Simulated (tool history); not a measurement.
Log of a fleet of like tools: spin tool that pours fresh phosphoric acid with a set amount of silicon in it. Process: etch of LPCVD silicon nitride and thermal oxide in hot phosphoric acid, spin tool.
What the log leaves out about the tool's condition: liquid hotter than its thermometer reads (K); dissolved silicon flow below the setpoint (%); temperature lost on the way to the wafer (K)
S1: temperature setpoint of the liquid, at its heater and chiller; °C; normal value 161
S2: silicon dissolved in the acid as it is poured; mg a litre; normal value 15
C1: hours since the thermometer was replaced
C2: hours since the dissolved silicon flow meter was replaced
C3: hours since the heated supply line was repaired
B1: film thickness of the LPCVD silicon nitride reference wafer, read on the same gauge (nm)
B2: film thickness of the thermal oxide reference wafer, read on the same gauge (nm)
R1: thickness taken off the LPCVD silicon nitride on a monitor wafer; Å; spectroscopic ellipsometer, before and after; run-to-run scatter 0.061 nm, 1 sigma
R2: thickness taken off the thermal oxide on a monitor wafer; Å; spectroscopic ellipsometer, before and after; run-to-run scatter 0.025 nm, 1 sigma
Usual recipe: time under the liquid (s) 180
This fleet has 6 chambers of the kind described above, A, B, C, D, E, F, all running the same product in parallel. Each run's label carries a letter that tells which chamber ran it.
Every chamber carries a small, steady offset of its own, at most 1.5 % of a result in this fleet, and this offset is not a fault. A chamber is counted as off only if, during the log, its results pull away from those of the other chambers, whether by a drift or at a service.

Run 1D, hour 5.7: usual settings; C1 356.2; C2 511.4; C3 1121.8; B1 140.01; B2 29.993. Result: R1 171.77 Å, R2 3.6642 Å.
Run 2E, hour 12.1: usual settings; C1 751.3; C2 944.9; C3 420.1; B1 139.99; B2 30.032. Result: R1 173.51 Å, R2 3.7267 Å.
Run 3C, hour 20.6: usual settings; C1 1843.6; C2 1553.2; C3 458.1; B1 140.03; B2 30.028. Result: R1 174.61 Å, R2 4.3832 Å.
Run 4F, hour 27.8: usual settings; C1 53.2; C2 715.6; C3 594.6; B1 140.01; B2 30.037. Result: R1 172.32 Å, R2 3.7089 Å.
Run 5A, hour 39.3: usual settings; C1 1339; C2 807.5; C3 1860.5; B1 140.05; B2 30.012. Result: R1 174.41 Å, R2 4.4273 Å.
Run 6B, hour 50.2: usual settings; C1 448.2; C2 78.6; C3 3371.5; B1 140.02; B2 30.043. Result: R1 177.57 Å, R2 3.5038 Å.
Run 7F, hour 57.3: usual settings; C1 82.7; C2 745.1; C3 624.1; B1 140.01; B2 30.022. Result: R1 172 Å, R2 3.9169 Å.
At hour 59.6: chamber E: dissolved silicon flow meter replaced.
Run 8B, hour 68.4: usual settings but S2 7 mg a litre, time under the liquid (s) 265; C1 466.4; C2 96.8; C3 3389.7; B1 139.98; B2 30.001. Result: R1 263.83 Å, R2 7.4432 Å.
Run 9A, hour 73.7: usual settings but S2 7 mg a litre, time under the liquid (s) 265; C1 1373.4; C2 841.9; C3 1894.9; B1 140.01; B2 29.978. Result: R1 257.07 Å, R2 7.7979 Å.
Run 10D, hour 79.2: usual settings but S2 7 mg a litre, time under the liquid (s) 265; C1 429.7; C2 584.9; C3 1195.3; B1 139.94; B2 29.98. Result: R1 254.67 Å, R2 6.4639 Å.
Run 11C, hour 84.8: usual settings but S2 7 mg a litre, time under the liquid (s) 265; C1 1907.8; C2 1617.4; C3 522.3; B1 140; B2 30.021. Result: R1 257.05 Å, R2 6.961 Å.
At hour 92.6: chamber E: thermometer replaced.
Run 12E, hour 93.3: usual settings but S2 7 mg a litre, time under the liquid (s) 265; C1 0.8; C2 33.7; C3 501.3; B1 140.01; B2 30.015. Result: R1 257.19 Å, R2 6.6326 Å.
At hour 95.7: chamber A: dissolved silicon flow meter replaced.
Run 13F, hour 104.2: usual settings but S2 7 mg a litre, time under the liquid (s) 265; C1 129.6; C2 792; C3 671; B1 140.01; B2 29.958. Result: R1 254.72 Å, R2 6.9368 Å.
Run 14A, hour 110: usual settings; C1 1409.7; C2 14.4; C3 1931.2; B1 140.07; B2 30.008. Result: R1 174.17 Å, R2 4.1043 Å.
At hour 111.6: chamber C: thermometer replaced.
Run 15E, hour 117.2: usual settings but S2 26 mg a litre; C1 24.7; C2 57.6; C3 525.2; B1 139.95; B2 29.974. Result: R1 173.64 Å, R2 3.0926 Å.
Run 16C, hour 123.8: usual settings but S2 26 mg a litre; C1 12.3; C2 1656.4; C3 561.3; B1 140.01; B2 29.978. Result: R1 174.57 Å, R2 2.4205 Å.
Run 17B, hour 134.8: usual settings but S2 26 mg a litre; C1 532.8; C2 163.2; C3 3456.1; B1 139.97; B2 30.019. Result: R1 176.55 Å, R2 2.7512 Å.
Run 18D, hour 142.6: usual settings but S2 26 mg a litre; C1 493.1; C2 648.3; C3 1258.7; B1 140.01; B2 30.04. Result: R1 172.97 Å, R2 2.4779 Å.
Run 19E, hour 149.5: usual settings but S2 26 mg a litre; C1 57; C2 89.9; C3 557.5; B1 139.94; B2 30.017. Result: R1 174.09 Å, R2 2.8485 Å.
Run 20D, hour 155.9: usual settings but S2 26 mg a litre; C1 506.4; C2 661.6; C3 1272; B1 140.01; B2 30.019. Result: R1 172.55 Å, R2 2.4503 Å.
Run 21B, hour 165.7: usual settings but S2 24.5 mg a litre, time under the liquid (s) 235; C1 563.7; C2 194.1; C3 3487; B1 140.01; B2 30.022. Result: R1 231.46 Å, R2 3.8106 Å.
Run 22F, hour 174.3: usual settings but S2 24.5 mg a litre, time under the liquid (s) 235; C1 199.7; C2 862.1; C3 741.1; B1 139.98; B2 30.054. Result: R1 226.04 Å, R2 3.4714 Å.
Run 23C, hour 182.7: usual settings but S2 24.5 mg a litre, time under the liquid (s) 235; C1 71.2; C2 1715.3; C3 620.2; B1 139.97; B2 30.025. Result: R1 228.12 Å, R2 4.1978 Å.
Run 24A, hour 188.2: usual settings but S2 24.5 mg a litre, time under the liquid (s) 235; C1 1487.9; C2 92.6; C3 2009.4; B1 140.03; B2 29.967. Result: R1 228.49 Å, R2 3.8949 Å.
Run 25F, hour 193.5: usual settings but S2 24.5 mg a litre, time under the liquid (s) 235; C1 218.9; C2 881.3; C3 760.3; B1 140.01; B2 30.02. Result: R1 226.71 Å, R2 4.3832 Å.
Run 26C, hour 199.2: usual settings but S2 24.5 mg a litre, time under the liquid (s) 235; C1 87.7; C2 1731.8; C3 636.7; B1 139.94; B2 29.992. Result: R1 227.42 Å, R2 3.9643 Å.
Run 27E, hour 207.1: usual settings; C1 114.6; C2 147.5; C3 615.1; B1 139.99; B2 30.026. Result: R1 174.75 Å, R2 3.8499 Å.
Run 28A, hour 218.4: usual settings; C1 1518.1; C2 122.8; C3 2039.6; B1 140.02; B2 29.981. Result: R1 175.09 Å, R2 3.9786 Å.
At hour 225: chamber A: heated supply line repaired.
Run 29D, hour 229.8: usual settings; C1 580.3; C2 735.5; C3 1345.9; B1 140.05; B2 29.971. Result: R1 172.32 Å, R2 3.8287 Å.
Run 30B, hour 238.8: usual settings; C1 636.8; C2 267.2; C3 3560.1; B1 139.98; B2 29.985. Result: R1 177.46 Å, R2 4.0721 Å.
Run 31C, hour 243.9: usual settings; C1 132.4; C2 1776.5; C3 681.4; B1 140; B2 29.966. Result: R1 174.93 Å, R2 4.1352 Å.
Run 32A, hour 254.8: usual settings; C1 1554.5; C2 159.2; C3 29.9; B1 140.01; B2 30.006. Result: R1 174.64 Å, R2 4.0044 Å.
Run 33E, hour 263.7: usual settings; C1 171.2; C2 204.1; C3 671.7; B1 140; B2 29.982. Result: R1 173.39 Å, R2 3.8356 Å.
Run 34B, hour 269.2: usual settings but S2 11.5 mg a litre; C1 667.2; C2 297.6; C3 3590.5; B1 140; B2 30. Result: R1 176.51 Å, R2 4.0479 Å.
Run 35F, hour 275.8: usual settings but S2 11.5 mg a litre; C1 301.2; C2 963.6; C3 842.6; B1 139.97; B2 29.986. Result: R1 172.68 Å, R2 4.3761 Å.
At hour 281.3: chamber D: dissolved silicon flow meter replaced.
Run 36D, hour 285.3: usual settings but S2 11.5 mg a litre; C1 635.8; C2 4.1; C3 1401.4; B1 140.04; B2 29.978. Result: R1 172.36 Å, R2 4.3212 Å.
Run 37B, hour 296.2: usual settings but S2 11.5 mg a litre; C1 694.2; C2 324.6; C3 3617.5; B1 140.01; B2 29.966. Result: R1 176.26 Å, R2 4.2596 Å.
Run 38E, hour 302: usual settings but S2 11.5 mg a litre; C1 209.5; C2 242.4; C3 710; B1 139.97; B2 29.94. Result: R1 172.93 Å, R2 4.4596 Å.
Run 39D, hour 313: usual settings but S2 11.5 mg a litre; C1 663.5; C2 31.8; C3 1429.1; B1 139.98; B2 29.987. Result: R1 172.46 Å, R2 4.1363 Å.

All 6 chambers run these settings next. Forecast each chamber's results:
Run 40A, hour 321.2: usual settings. Result: R1 ?, R2 ?.
Run 40B, hour 321.2: usual settings. Result: R1 ?, R2 ?.
Run 40C, hour 321.2: usual settings. Result: R1 ?, R2 ?.
Run 40D, hour 321.2: usual settings. Result: R1 ?, R2 ?.
Run 40E, hour 321.2: usual settings. Result: R1 ?, R2 ?.
Run 40F, hour 321.2: usual settings. Result: R1 ?, R2 ?.

run      R1      R2
40A  174.33  3.8312
40B  177.68  3.7906
40C  174.55  3.8875
40D  171.19  4.2345
40E  175.22  4.1042
40F  172.05  3.6756
